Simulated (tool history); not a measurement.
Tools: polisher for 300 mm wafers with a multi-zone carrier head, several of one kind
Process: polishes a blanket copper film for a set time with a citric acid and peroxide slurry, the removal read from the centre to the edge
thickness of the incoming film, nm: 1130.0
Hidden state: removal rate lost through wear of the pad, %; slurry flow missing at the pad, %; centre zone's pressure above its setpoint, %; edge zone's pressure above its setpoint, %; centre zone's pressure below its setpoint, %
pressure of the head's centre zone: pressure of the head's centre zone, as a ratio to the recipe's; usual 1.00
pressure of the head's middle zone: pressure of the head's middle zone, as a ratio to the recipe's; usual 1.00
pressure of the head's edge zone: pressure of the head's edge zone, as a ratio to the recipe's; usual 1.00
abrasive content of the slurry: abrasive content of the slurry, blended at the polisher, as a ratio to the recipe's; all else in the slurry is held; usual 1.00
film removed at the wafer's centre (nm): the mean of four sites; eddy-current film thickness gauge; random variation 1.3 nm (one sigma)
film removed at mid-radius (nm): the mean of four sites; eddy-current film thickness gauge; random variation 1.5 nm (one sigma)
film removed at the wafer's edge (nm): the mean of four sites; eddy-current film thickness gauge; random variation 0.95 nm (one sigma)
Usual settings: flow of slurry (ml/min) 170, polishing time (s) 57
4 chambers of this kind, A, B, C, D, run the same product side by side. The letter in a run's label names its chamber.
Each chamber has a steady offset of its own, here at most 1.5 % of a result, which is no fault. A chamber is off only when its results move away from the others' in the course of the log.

run	day	flow of slurry (ml/min)	pressure of the head's centre zone	pressure of the head's middle zone	pressure of the head's edge zone	abrasive content of the slurry	polishing time (s)	wafers polished on this pad	hours since the slurry nozzle was cleaned	hours since the centre zone pressure was calibrated	hours since the edge zone pressure was calibrated	film removed at the wafer's centre (nm)	film removed at mid-radius (nm)	film removed at the wafer's edge (nm)
1B	0.250	170	1.00	1.00	1.00	1.00	57	397	473.2	311.9	1064.3	132.41	133.29	133.04
# day 0.417: chamber A: edge zone pressure recalibrated
2C	0.504	170	1.00	1.00	1.00	1.00	57	401	350.2	479.8	433.8	131.86	132.88	134.08
3D	0.746	170	1.00	1.00	1.00	1.00	57	479	644.7	751.3	943.4	132.95	136.89	135.87
4A	1.171	170	1.00	1.00	1.00	1.00	57	714	514.0	332.7	18.2	132.55	132.87	135.03
5A	1.417	170	1.00	1.00	1.00	1.00	57	810	519.9	338.6	24.1	135.08	134.20	134.59
6D	1.692	170	1.00	1.00	1.00	1.00	57	848	667.4	774.0	966.1	131.25	135.39	134.09
# day 1.712: chamber C: worn pad replaced by a new one
7B	1.967	170	1.00	1.12	1.00	1.00	57	1066	514.4	353.1	1105.5	133.80	145.87	132.39
# day 1.979: chamber B: worn pad replaced by a new one
8C	2.442	170	1.00	1.12	1.00	1.00	57	284	396.7	526.3	480.3	133.12	148.90	133.50
# day 2.471: chamber A: worn pad replaced by a new one
9C	2.779	170	1.00	1.12	1.00	1.00	57	415	404.8	534.4	488.4	133.48	150.16	133.34
10A	3.029	170	1.00	1.12	1.00	1.00	57	218	558.6	377.3	62.8	130.87	149.19	132.83
# day 3.100: chamber D: worn pad replaced by a new one
11D	3.525	170	1.00	1.00	1.00	1.00	57	167	711.4	818.0	1010.1	132.71	134.92	133.31
12B	3.754	170	1.00	1.00	1.00	1.00	57	692	557.3	396.0	1148.4	131.55	130.69	132.35
# day 3.871: chamber C: worn pad replaced by a new one
13C	4.112	170	0.94	1.00	1.00	1.00	57	95	436.8	566.4	520.4	123.52	133.09	135.49
14D	4.521	170	0.94	1.00	1.00	1.00	57	554	735.3	841.9	1034.0	122.86	133.89	135.29
15A	4.775	170	0.94	1.00	1.00	1.00	57	898	600.5	419.2	104.7	126.34	134.46	135.03
# day 5.025: chamber B: slurry nozzle cleaned
16B	5.167	170	0.94	1.00	1.00	1.00	57	1242	3.5	429.9	1182.3	124.49	132.05	131.60
# day 5.221: chamber B: worn pad replaced by a new one
# day 5.542: chamber D: slurry nozzle cleaned
17B	5.688	135	1.00	1.00	1.11	1.00	57	182	16.0	442.4	1194.8	127.28	126.75	137.13
# day 5.962: chamber C: worn pad replaced by a new one
18C	6.008	135	1.00	1.00	1.11	1.00	57	18	482.3	611.9	565.9	128.14	128.65	135.70
# day 6.117: chamber A: worn pad replaced by a new one
19A	6.438	135	1.00	1.00	1.11	1.00	57	126	640.4	459.1	144.6	123.77	128.90	137.71
20D	6.771	135	1.00	1.00	1.11	1.00	57	1430	29.6	895.9	1088.0	125.98	129.51	139.45
# day 7.083: chamber D: worn pad replaced by a new one
21C	7.246	170	1.00	1.00	1.04	1.15	57	499	512.0	641.6	595.6	136.27	137.22	140.91
# day 7.700: chamber A: slurry nozzle cleaned
22B	7.758	170	1.00	1.00	1.04	1.15	57	988	65.7	492.1	1244.5	137.09	134.51	140.09
# day 7.775: chamber D: centre zone pressure recalibrated
# day 8.083: chamber B: worn pad replaced by a new one
23A	8.275	170	1.00	1.00	1.04	1.15	57	841	13.8	503.2	188.7	135.88	137.49	142.45
# day 8.475: chamber C: worn pad replaced by a new one
24D	8.558	170	1.00	1.00	1.04	1.15	57	574	72.5	18.9	1130.9	122.89	138.76	142.49
25B	8.838	170	1.00	1.00	1.00	1.00	57	294	91.6	518.0	1270.4	130.93	132.94	132.79
# day 8.904: chamber B: centre zone pressure recalibrated
# day 8.933: chamber A: worn pad replaced by a new one
26A	9.192	170	1.00	1.00	1.00	1.00	57	101	35.8	525.2	210.7	132.58	131.19	134.90
27C	9.475	170	1.00	1.00	1.00	1.00	57	390	565.5	695.1	649.1	134.14	134.67	132.50
28D	9.921	170	1.00	1.00	1.00	1.00	57	1104	105.2	51.6	1163.6	122.15	135.31	135.33
# day 10.258: chamber D: worn pad replaced by a new one
29D	10.338	170	1.00	1.00	1.00	1.00	57	32	115.2	61.6	1173.6	118.97	136.80	133.77
# day 10.592: chamber C: worn pad replaced by a new one
30C	10.604	170	1.00	1.00	1.00	1.00	57	5	592.6	722.2	676.2	131.84	134.32	133.81
31B	10.925	170	1.00	1.00	1.00	1.00	57	1107	141.7	48.5	1320.5	132.70	134.57	132.76
32A	11.154	170	1.00	1.00	1.00	1.00	57	865	82.9	572.3	257.8	130.87	133.95	134.60
33C	11.608	170	1.00	1.00	1.00	1.00	57	396	616.7	746.3	700.3	134.35	134.77	133.53
34D	12.075	170	1.00	1.00	1.00	1.00	57	708	156.9	103.3	1215.3	119.76	134.90	134.61

All 4 chambers run these settings next. Forecast each chamber's results:
35A	12.454	170	1.00	1.00	0.93	1.00	57					?	?	?
35B	12.454	170	1.00	1.00	0.93	1.00	57					?	?	?
35C	12.454	170	1.00	1.00	0.93	1.00	57					?	?	?
35D	12.454	170	1.00	1.00	0.93	1.00	57					?	?	?

run	film removed at the wafer's centre (nm)	film removed at mid-radius (nm)	film removed at the wafer's edge (nm)
35A	131.72	136.32	129.57
35B	132.11	133.12	128.38
35C	133.67	135.82	129.04
35D	120.84	134.23	129.36
